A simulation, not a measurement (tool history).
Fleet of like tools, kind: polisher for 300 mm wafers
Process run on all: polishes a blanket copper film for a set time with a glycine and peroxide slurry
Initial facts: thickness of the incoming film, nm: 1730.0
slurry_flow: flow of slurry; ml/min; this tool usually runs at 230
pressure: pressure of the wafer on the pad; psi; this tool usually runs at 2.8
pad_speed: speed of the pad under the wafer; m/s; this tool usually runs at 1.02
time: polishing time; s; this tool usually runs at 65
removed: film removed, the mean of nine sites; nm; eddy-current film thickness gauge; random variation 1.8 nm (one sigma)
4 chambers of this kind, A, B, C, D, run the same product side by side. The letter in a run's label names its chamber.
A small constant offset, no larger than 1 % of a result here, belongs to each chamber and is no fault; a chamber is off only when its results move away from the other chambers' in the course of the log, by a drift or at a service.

run,day,slurry_flow,pressure,pad_speed,time,removed
1C,0.200,230,2.8,1.02,65,293.76
# day 0.312: chamber C: worn pad replaced by a new one
2D,0.367,230,2.8,1.02,65,297.28
3B,0.558,230,2.8,1.02,65,291.67
# day 0.638: chamber B: worn pad replaced by a new one
4A,0.800,230,2.8,1.02,65,294.19
# day 0.896: chamber A: worn pad replaced by a new one
5A,1.092,230,2.8,1.02,65,293.77
6D,1.296,230,2.8,1.02,65,297.61
7B,1.454,260,3.1,1.02,65,322.21
8C,1.704,260,3.1,1.02,65,326.48
9C,2.004,260,3.1,1.02,65,324.57
10B,2.175,260,3.1,1.02,65,322.02
11A,2.392,230,2.8,1.02,65,294.63
12D,2.658,230,2.8,1.02,87,393.71
13B,2.908,230,2.8,1.02,87,393.15
14D,3.138,230,2.8,1.02,87,395.61
15C,3.292,230,2.8,1.02,87,397.23
16A,3.496,230,2.8,1.02,65,291.60
# day 3.596: chamber A: head pressure recalibrated
# day 3.738: chamber A: worn pad replaced by a new one
17C,3.758,230,2.8,1.02,65,296.33
18B,4.062,230,2.8,1.02,65,289.51
19A,4.325,230,2.8,1.02,65,280.28
20D,4.621,230,2.8,1.02,65,297.78
21A,4.812,230,2.8,1.02,65,283.60
# day 4.862: chamber D: worn pad replaced by a new one
# day 4.883: chamber A: slurry nozzle cleaned
# day 4.888: chamber B: worn pad replaced by a new one
22D,5.000,230,2.8,1.02,65,294.59
23B,5.142,185,2.8,0.90,65,257.54
24C,5.292,185,2.8,0.90,65,258.65
25C,5.433,185,2.8,0.90,65,256.08
26D,5.629,185,2.8,0.90,65,259.41
27A,5.850,230,3.2,1.02,65,316.70
28B,6.133,230,3.2,1.02,65,328.37
# day 6.217: chamber C: worn pad replaced by a new one
29C,6.446,230,3.2,1.02,65,329.86
# day 6.550: chamber A: worn pad replaced by a new one
30D,6.712,230,3.2,1.02,65,328.27
31A,6.904,265,2.8,1.24,65,337.82
32B,7.208,265,2.8,1.24,65,352.14
33C,7.492,265,2.8,1.24,65,354.46
34B,7.688,265,2.8,1.24,65,349.11
# day 7.696: chamber C: slurry nozzle cleaned
35D,7.912,230,2.8,1.02,65,292.50
36A,8.125,230,2.8,1.02,65,284.10
37C,8.358,230,2.8,1.02,65,295.81
38A,8.546,230,2.8,1.02,65,281.41
39B,8.838,230,2.8,1.02,65,290.65
# day 8.842: chamber B: worn pad replaced by a new one
40D,9.046,230,2.8,1.02,65,298.77
41B,9.242,230,2.8,1.02,65,290.99
42D,9.479,230,2.8,1.02,65,293.48

Each of the 4 chambers runs these same settings next. Fill in every chamber's results:
43A,9.708,230,2.1,1.02,65,?
43B,9.708,230,2.1,1.02,65,?
43C,9.708,230,2.1,1.02,65,?
43D,9.708,230,2.1,1.02,65,?

run,removed
43A,223.04
43B,232.11
43C,233.56
43D,238.46
